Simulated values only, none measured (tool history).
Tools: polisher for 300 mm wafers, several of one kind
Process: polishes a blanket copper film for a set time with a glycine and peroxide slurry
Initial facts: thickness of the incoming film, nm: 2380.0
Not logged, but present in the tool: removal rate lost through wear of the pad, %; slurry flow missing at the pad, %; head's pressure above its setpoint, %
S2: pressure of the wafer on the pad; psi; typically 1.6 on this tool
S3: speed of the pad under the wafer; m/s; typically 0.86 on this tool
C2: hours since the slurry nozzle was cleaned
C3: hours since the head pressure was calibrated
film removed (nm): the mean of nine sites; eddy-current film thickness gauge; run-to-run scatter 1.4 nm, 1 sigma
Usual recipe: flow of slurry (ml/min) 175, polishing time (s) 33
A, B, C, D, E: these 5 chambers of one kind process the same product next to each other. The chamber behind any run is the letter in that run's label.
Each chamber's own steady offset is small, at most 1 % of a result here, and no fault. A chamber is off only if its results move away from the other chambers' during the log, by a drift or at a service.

At hour 1.9: chamber B: worn pad replaced by a new one.
Run 1D, hour 7.3: usual settings; wafers polished on this pad 1121; C2 136.4; C3 637.8. Result: film removed (nm) 118.56.
Run 2B, hour 15.3: usual settings; wafers polished on this pad 172; C2 404.7; C3 274.3. Result: film removed (nm) 116.09.
At hour 16.7: chamber C: worn pad replaced by a new one.
Run 3A, hour 20.1: usual settings; wafers polished on this pad 866; C2 403.7; C3 1168.5. Result: film removed (nm) 117.47.
At hour 24: chamber D: worn pad replaced by a new one.
Run 4C, hour 27.2: usual settings; wafers polished on this pad 134; C2 58.3; C3 1250.6. Result: film removed (nm) 113.71.
Run 5E, hour 36.8: usual settings; wafers polished on this pad 778; C2 100.8; C3 170.9. Result: film removed (nm) 115.77.
Run 6B, hour 42.3: usual settings; wafers polished on this pad 518; C2 431.7; C3 301.3. Result: film removed (nm) 118.25.
At hour 45.2: chamber E: worn pad replaced by a new one.
At hour 48.2: chamber A: worn pad replaced by a new one.
Run 7E, hour 50.8: usual settings but polishing time (s) 40; wafers polished on this pad 72; C2 114.8; C3 184.9. Result: film removed (nm) 143.33.
Run 8D, hour 56.8: usual settings but polishing time (s) 40; wafers polished on this pad 421; C2 185.9; C3 687.3. Result: film removed (nm) 141.19.
At hour 57.8: chamber C: head pressure recalibrated.
Run 9C, hour 61.1: usual settings but polishing time (s) 40; wafers polished on this pad 570; C2 92.2; C3 3.3. Result: film removed (nm) 139.99.
Run 10A, hour 70.8: usual settings but polishing time (s) 40; wafers polished on this pad 291; C2 454.4; C3 1219.2. Result: film removed (nm) 140.05.
At hour 73.7: chamber C: worn pad replaced by a new one.
Run 11B, hour 80: usual settings but polishing time (s) 40; wafers polished on this pad 1003; C2 469.4; C3 339. Result: film removed (nm) 139.51.
At hour 83.9: chamber B: worn pad replaced by a new one.
Run 12D, hour 86.8: usual settings; wafers polished on this pad 806; C2 215.9; C3 717.3. Result: film removed (nm) 115.39.
Run 13E, hour 94.9: usual settings; wafers polished on this pad 638; C2 158.9; C3 229. Result: film removed (nm) 116.82.
Run 14A, hour 100.1: usual settings but S3 0.76 m/s, polishing time (s) 25; wafers polished on this pad 667; C2 483.7; C3 1248.5. Result: film removed (nm) 80.693.
At hour 101.6: chamber E: worn pad replaced by a new one.
Run 15C, hour 105.7: usual settings but S3 0.76 m/s, polishing time (s) 25; wafers polished on this pad 411; C2 136.8; C3 47.9. Result: film removed (nm) 79.838.
Run 16C, hour 113.1: usual settings but S3 0.76 m/s, polishing time (s) 25; wafers polished on this pad 506; C2 144.2; C3 55.3. Result: film removed (nm) 78.247.
Run 17E, hour 121.1: usual settings but S3 0.76 m/s, polishing time (s) 25; wafers polished on this pad 251; C2 185.1; C3 255.2. Result: film removed (nm) 81.054.
At hour 123.8: chamber C: worn pad replaced by a new one.
At hour 126.3: chamber B: slurry nozzle cleaned.
Run 18B, hour 130.1: usual settings but S3 0.76 m/s, polishing time (s) 25; wafers polished on this pad 594; C2 3.8; C3 389.1. Result: film removed (nm) 82.559.
At hour 138.3: chamber D: worn pad replaced by a new one.
Run 19D, hour 139: usual settings; wafers polished on this pad 9; C2 268.1; C3 769.5. Result: film removed (nm) 117.75.
Run 20A, hour 145.6: usual settings; wafers polished on this pad 1251; C2 529.2; C3 1294. Result: film removed (nm) 117.12.
Run 21E, hour 150: usual settings; wafers polished on this pad 622; C2 214; C3 284.1. Result: film removed (nm) 118.69.
At hour 155.8: chamber B: worn pad replaced by a new one.
Run 22A, hour 159.3: usual settings; wafers polished on this pad 1427; C2 542.9; C3 1307.7. Result: film removed (nm) 114.95.
At hour 163.7: chamber A: head pressure recalibrated.
Run 23B, hour 166.5: usual settings; wafers polished on this pad 137; C2 40.2; C3 425.5. Result: film removed (nm) 113.72.
At hour 168.2: chamber E: worn pad replaced by a new one.
At hour 169.6: chamber A: worn pad replaced by a new one.
At hour 170.9: chamber C: worn pad replaced by a new one.
At hour 172.6: chamber C: slurry nozzle cleaned.
Run 24C, hour 175.1: usual settings; wafers polished on this pad 54; C2 2.5; C3 117.3. Result: film removed (nm) 115.48.
Run 25D, hour 180.2: usual settings; wafers polished on this pad 538; C2 309.3; C3 810.7. Result: film removed (nm) 115.49.
Run 26A, hour 188.8: usual settings; wafers polished on this pad 246; C2 572.4; C3 25.1. Result: film removed (nm) 117.53.
Run 27D, hour 194.4: usual settings; wafers polished on this pad 720; C2 323.5; C3 824.9. Result: film removed (nm) 118.08.
Run 28E, hour 198.7: usual settings; wafers polished on this pad 392; C2 262.7; C3 332.8. Result: film removed (nm) 116.17.
Run 29C, hour 205.5: usual settings; wafers polished on this pad 444; C2 32.9; C3 147.7. Result: film removed (nm) 113.86.
Run 30B, hour 213.1: usual settings but S2 1.9 psi; wafers polished on this pad 736; C2 86.8; C3 472.1. Result: film removed (nm) 132.24.
At hour 216.5: chamber C: worn pad replaced by a new one.
Run 31D, hour 218.9: usual settings but S2 1.9 psi; wafers polished on this pad 1035; C2 348; C3 849.4. Result: film removed (nm) 135.04.
At hour 222: chamber E: worn pad replaced by a new one.
Run 32A, hour 225.1: usual settings but S2 1.9 psi; wafers polished on this pad 713; C2 608.7; C3 61.4. Result: film removed (nm) 132.9.
Run 33E, hour 232.8: usual settings but S2 1.9 psi; wafers polished on this pad 139; C2 296.8; C3 366.9. Result: film removed (nm) 130.13.
Run 34C, hour 237.5: usual settings but S2 1.9 psi; wafers polished on this pad 270; C2 64.9; C3 179.7. Result: film removed (nm) 130.28.
Run 35B, hour 246.1: usual settings; wafers polished on this pad 1159; C2 119.8; C3 505.1. Result: film removed (nm) 115.62.

Is one chamber off against the others, does the gauge drift, or is nothing wrong? If a chamber is off, say which, and what the likeliest cause is.

Neither any chamber nor the gauge drifts; the chambers differ only by their own small, steady offsets.
